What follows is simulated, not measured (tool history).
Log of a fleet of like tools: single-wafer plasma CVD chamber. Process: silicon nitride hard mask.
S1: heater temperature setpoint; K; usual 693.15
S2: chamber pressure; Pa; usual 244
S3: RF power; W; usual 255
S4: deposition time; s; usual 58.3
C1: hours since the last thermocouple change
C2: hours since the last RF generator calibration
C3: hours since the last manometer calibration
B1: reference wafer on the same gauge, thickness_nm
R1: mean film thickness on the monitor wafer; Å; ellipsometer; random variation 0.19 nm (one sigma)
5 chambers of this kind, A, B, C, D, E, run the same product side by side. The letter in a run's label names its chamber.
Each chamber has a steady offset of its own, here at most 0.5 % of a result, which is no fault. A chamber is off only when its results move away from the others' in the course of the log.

Run 1B, hour 8.5: usual settings; C1 563.3; C2 110.5; C3 614.5; B1 73.226. Result: R1 615.50 Å.
Run 2E, hour 17.1: usual settings; C1 972.2; C2 876.1; C3 249.3; B1 73.234. Result: R1 618.39 Å.
Run 3C, hour 28.5: usual settings; C1 1035.7; C2 552.0; C3 795.3; B1 73.237. Result: R1 615.88 Å.
Run 4D, hour 36.4: usual settings; C1 66.9; C2 391.6; C3 552.4; B1 73.213. Result: R1 613.28 Å.
Run 5A, hour 44.7: usual settings; C1 2757.4; C2 1151.2; C3 1854.5; B1 73.195. Result: R1 622.40 Å.
Run 6A, hour 58.2: usual settings but S3 290 W, S4 46.9 s; C1 2770.9; C2 1164.7; C3 1868.0; B1 73.257. Result: R1 540.80 Å.
Run 7B, hour 67.0: usual settings but S3 290 W, S4 46.9 s; C1 621.8; C2 169.0; C3 673.0; B1 73.196. Result: R1 544.52 Å.
Run 8E, hour 78.7: usual settings but S3 290 W, S4 46.9 s; C1 1033.8; C2 937.7; C3 310.9; B1 73.182. Result: R1 543.12 Å.
Run 9C, hour 89.9: usual settings but S3 290 W, S4 46.9 s; C1 1097.1; C2 613.4; C3 856.7; B1 73.230. Result: R1 543.82 Å.
Run 10D, hour 99.8: usual settings but S3 290 W, S4 46.9 s; C1 130.3; C2 455.0; C3 615.8; B1 73.222. Result: R1 542.36 Å.
Run 11D, hour 114.5: usual settings; C1 145.0; C2 469.7; C3 630.5; B1 73.161. Result: R1 614.91 Å.
Run 12A, hour 121.8: usual settings; C1 2834.5; C2 1228.3; C3 1931.6; B1 73.225. Result: R1 620.22 Å.
Run 13E, hour 130.7: usual settings; C1 1085.8; C2 989.7; C3 362.9; B1 73.179. Result: R1 614.20 Å.
Run 14C, hour 141.2: usual settings; C1 1148.4; C2 664.7; C3 908.0; B1 73.226. Result: R1 618.81 Å.
Run 15B, hour 155.3: usual settings but S4 69.4 s; C1 710.1; C2 257.3; C3 761.3; B1 73.195. Result: R1 737.34 Å.
Run 16C, hour 166.1: usual settings but S4 69.4 s; C1 1173.3; C2 689.6; C3 932.9; B1 73.147. Result: R1 730.69 Å.
Run 17A, hour 177.7: usual settings but S4 69.4 s; C1 2890.4; C2 1284.2; C3 1987.5; B1 73.188. Result: R1 738.74 Å.
Run 18D, hour 188.0: usual settings but S4 69.4 s; C1 218.5; C2 543.2; C3 704.0; B1 73.206. Result: R1 732.31 Å.
Run 19B, hour 196.7: usual settings but S4 69.4 s; C1 751.5; C2 298.7; C3 802.7; B1 73.262. Result: R1 740.17 Å.
Run 20E, hour 205.1: usual settings; C1 1160.2; C2 1064.1; C3 437.3; B1 73.190. Result: R1 610.70 Å.
Run 21E, hour 213.0: usual settings; C1 1168.1; C2 1072.0; C3 445.2; B1 73.202. Result: R1 611.54 Å.
Run 22B, hour 227.4: usual settings; C1 782.2; C2 329.4; C3 833.4; B1 73.187. Result: R1 616.50 Å.
Run 23C, hour 234.6: usual settings but S2 203 Pa, S4 65.6 s; C1 1241.8; C2 758.1; C3 1001.4; B1 73.174. Result: R1 659.35 Å.
Run 24D, hour 247.6: usual settings but S2 203 Pa, S4 65.6 s; C1 278.1; C2 602.8; C3 763.6; B1 73.166. Result: R1 656.47 Å.
Run 25A, hour 260.3: usual settings but S2 203 Pa, S4 65.6 s; C1 2973.0; C2 1366.8; C3 2070.1; B1 73.243. Result: R1 659.80 Å.
Run 26C, hour 271.8: usual settings but S2 203 Pa, S4 65.6 s; C1 1279.0; C2 795.3; C3 1038.6; B1 73.214. Result: R1 658.13 Å.
Run 27E, hour 282.0: usual settings but S2 203 Pa, S4 65.6 s; C1 1237.1; C2 1141.0; C3 514.2; B1 73.185. Result: R1 643.48 Å.
At hour 292.5: chamber A: thermocouple changed; heater temperature recalibrated.
Run 28A, hour 293.8: usual settings; C1 1.3; C2 1400.3; C3 2103.6; B1 73.193. Result: R1 618.49 Å.
Run 29B, hour 307.7: usual settings; C1 862.5; C2 409.7; C3 913.7; B1 73.243. Result: R1 620.51 Å.
At hour 310.5: chamber A: capacitance manometer re-zeroed and calibrated.
Run 30D, hour 316.4: usual settings; C1 346.9; C2 671.6; C3 832.4; B1 73.190. Result: R1 613.75 Å.
Run 31A, hour 327.2: usual settings; C1 34.7; C2 1433.7; C3 16.8; B1 73.228. Result: R1 614.63 Å.
Run 32E, hour 334.9: usual settings but S3 215 W, S4 63.6 s; C1 1290.0; C2 1193.9; C3 567.1; B1 73.151. Result: R1 579.43 Å.
Run 33B, hour 344.9: usual settings but S3 215 W, S4 63.6 s; C1 899.7; C2 446.9; C3 950.9; B1 73.167. Result: R1 598.43 Å.
Run 34C, hour 359.7: usual settings but S3 215 W, S4 63.6 s; C1 1366.9; C2 883.2; C3 1126.5; B1 73.270. Result: R1 591.37 Å.
Run 35D, hour 367.0: usual settings but S3 215 W, S4 63.6 s; C1 397.5; C2 722.2; C3 883.0; B1 73.206. Result: R1 592.98 Å.
Run 36A, hour 377.8: usual settings but S3 215 W, S4 63.6 s; C1 85.3; C2 1484.3; C3 67.4; B1 73.205. Result: R1 598.48 Å.

What goes on in this fleet: one chamber off, a drifting gauge, or nothing beyond the chambers' own small offsets? Name the chamber and the cause, if any.

Chamber E drifts away from the others.
Cause: delivered RF power below the setpoint (%) = 4.95.

Here are 4 candidates for chamber E's next run, each the usual settings with a change, their results left as question marks. Which one brings its results back in line with what the others give on the usual settings?
In line means no further than this from the other chambers' mean on the usual settings: R1 6.50 Å
Run 37E-1, hour 389.4: usual settings but S2 241 Pa, S4 56.6 s. Result: R1 ?.
Run 37E-2, hour 389.4: usual settings but S4 60.2 s. Result: R1 ?.
Run 37E-3, hour 389.4: usual settings but S4 59.0 s. Result: R1 ?.
Run 37E-4, hour 389.4: usual settings but S2 243 Pa, S4 57.8 s. Result: R1 ?.

The other chambers' mean on the usual settings: R1 616.66 Å
  run      R1
37E-1  577.34
37E-2  615.92
37E-3  603.66
37E-4  590.48
37E-2 brings the chamber back in line.
